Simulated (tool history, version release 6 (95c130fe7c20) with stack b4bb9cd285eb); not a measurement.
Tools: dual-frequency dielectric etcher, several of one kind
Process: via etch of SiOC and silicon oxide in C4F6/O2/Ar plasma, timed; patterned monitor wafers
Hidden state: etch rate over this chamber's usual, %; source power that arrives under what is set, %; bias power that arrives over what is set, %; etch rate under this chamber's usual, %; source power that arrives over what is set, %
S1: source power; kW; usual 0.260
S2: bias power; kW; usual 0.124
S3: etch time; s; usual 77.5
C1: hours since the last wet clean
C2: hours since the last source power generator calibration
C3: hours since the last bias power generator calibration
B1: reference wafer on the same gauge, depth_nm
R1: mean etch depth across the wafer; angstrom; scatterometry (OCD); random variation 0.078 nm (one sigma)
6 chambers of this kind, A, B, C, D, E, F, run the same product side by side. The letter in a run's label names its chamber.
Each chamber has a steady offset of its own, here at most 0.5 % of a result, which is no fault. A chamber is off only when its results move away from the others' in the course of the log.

run,hour,S1,S2,S3,C1,C2,C3,B1,R1
1D,7.7,0.260,0.124,77.5,79.5,1382.1,873.2,76.629,655.52
2B,17.1,0.260,0.124,77.5,247.8,4879.3,422.9,76.642,657.78
3A,26.3,0.260,0.124,77.5,236.5,414.7,657.3,76.623,658.77
4C,34.5,0.260,0.124,77.5,361.2,1646.7,1295.5,76.619,658.34
5F,42.3,0.260,0.124,77.5,416.5,1613.5,1119.2,76.651,658.43
6E,56.0,0.200,0.150,77.5,524.7,3114.7,2778.0,76.643,632.31
# hour 63.8: chamber E: wet clean of the chamber
7F,68.9,0.200,0.150,77.5,443.1,1640.1,1145.8,76.699,632.09
8A,76.9,0.200,0.150,77.5,287.1,465.3,707.9,76.689,631.01
9B,88.3,0.200,0.150,77.5,319.0,4950.5,494.1,76.697,631.20
# hour 93.3: chamber B: source power generator calibrated
10E,96.5,0.200,0.150,77.5,32.7,3155.2,2818.5,76.684,632.80
11D,103.4,0.200,0.150,77.5,175.2,1477.8,968.9,76.736,629.04
# hour 105.6: chamber C: wet clean of the chamber
12C,116.8,0.260,0.124,77.5,11.2,1729.0,1377.8,76.740,659.96
# hour 117.7: chamber F: wet clean of the chamber
13F,129.3,0.260,0.124,77.5,11.6,1700.5,1206.2,76.716,661.43
14A,138.7,0.260,0.153,77.5,348.9,527.1,769.7,76.728,704.82
15B,148.4,0.260,0.153,77.5,379.1,55.2,554.2,76.763,706.99
16C,157.9,0.260,0.153,77.5,52.3,1770.1,1418.9,76.779,705.74
# hour 163.0: chamber E: bias power generator calibrated
17E,169.8,0.260,0.153,77.5,106.0,3228.5,6.8,76.802,707.82
18D,176.0,0.260,0.153,77.5,247.8,1550.4,1041.5,76.794,703.73
19E,185.4,0.260,0.153,77.5,121.6,3244.1,22.4,76.796,707.89
20A,193.8,0.260,0.124,77.5,404.0,582.2,824.8,76.805,657.39
21B,200.4,0.260,0.124,77.5,431.1,107.2,606.2,76.816,661.85
22F,208.7,0.260,0.124,77.5,91.0,1779.9,1285.6,76.817,660.15
23C,221.6,0.260,0.124,60.5,116.0,1833.8,1482.6,76.796,515.61
24D,232.3,0.260,0.124,60.5,304.1,1606.7,1097.8,76.835,513.64
25A,240.7,0.260,0.124,60.5,450.9,629.1,871.7,76.825,514.82
# hour 241.5: chamber B: wet clean of the chamber
26D,252.2,0.260,0.124,60.5,324.0,1626.6,1117.7,76.843,513.82
27B,261.7,0.260,0.124,60.5,20.3,168.5,667.5,76.877,516.64
28E,273.5,0.260,0.124,60.5,209.7,3332.2,110.5,76.905,517.53
29F,279.7,0.260,0.124,77.5,162.0,1850.9,1356.6,76.884,661.30
30C,287.1,0.260,0.124,77.5,181.5,1899.3,1548.1,76.891,660.23
31C,300.0,0.260,0.124,77.5,194.4,1912.2,1561.0,76.913,662.65
# hour 306.4: chamber A: wet clean of the chamber
32B,310.1,0.260,0.124,77.5,68.7,216.9,715.9,76.914,662.92
33D,323.6,0.260,0.124,77.5,395.4,1698.0,1189.1,76.929,660.10
34A,336.1,0.260,0.124,77.5,29.8,724.5,967.1,76.958,659.30
35F,347.0,0.260,0.124,77.5,229.3,1918.2,1423.9,76.966,660.97
36E,353.9,0.260,0.124,77.5,290.1,3412.6,190.9,76.966,663.93

All 6 chambers run these settings next. Forecast each chamber's results:
37A,363.8,0.260,0.124,90.5,,,,,?
37B,363.8,0.260,0.124,90.5,,,,,?
37C,363.8,0.260,0.124,90.5,,,,,?
37D,363.8,0.260,0.124,90.5,,,,,?
37E,363.8,0.260,0.124,90.5,,,,,?
37F,363.8,0.260,0.124,90.5,,,,,?

run,R1
37A,770.91
37B,774.42
37C,772.90
37D,769.51
37E,775.67
37F,772.02
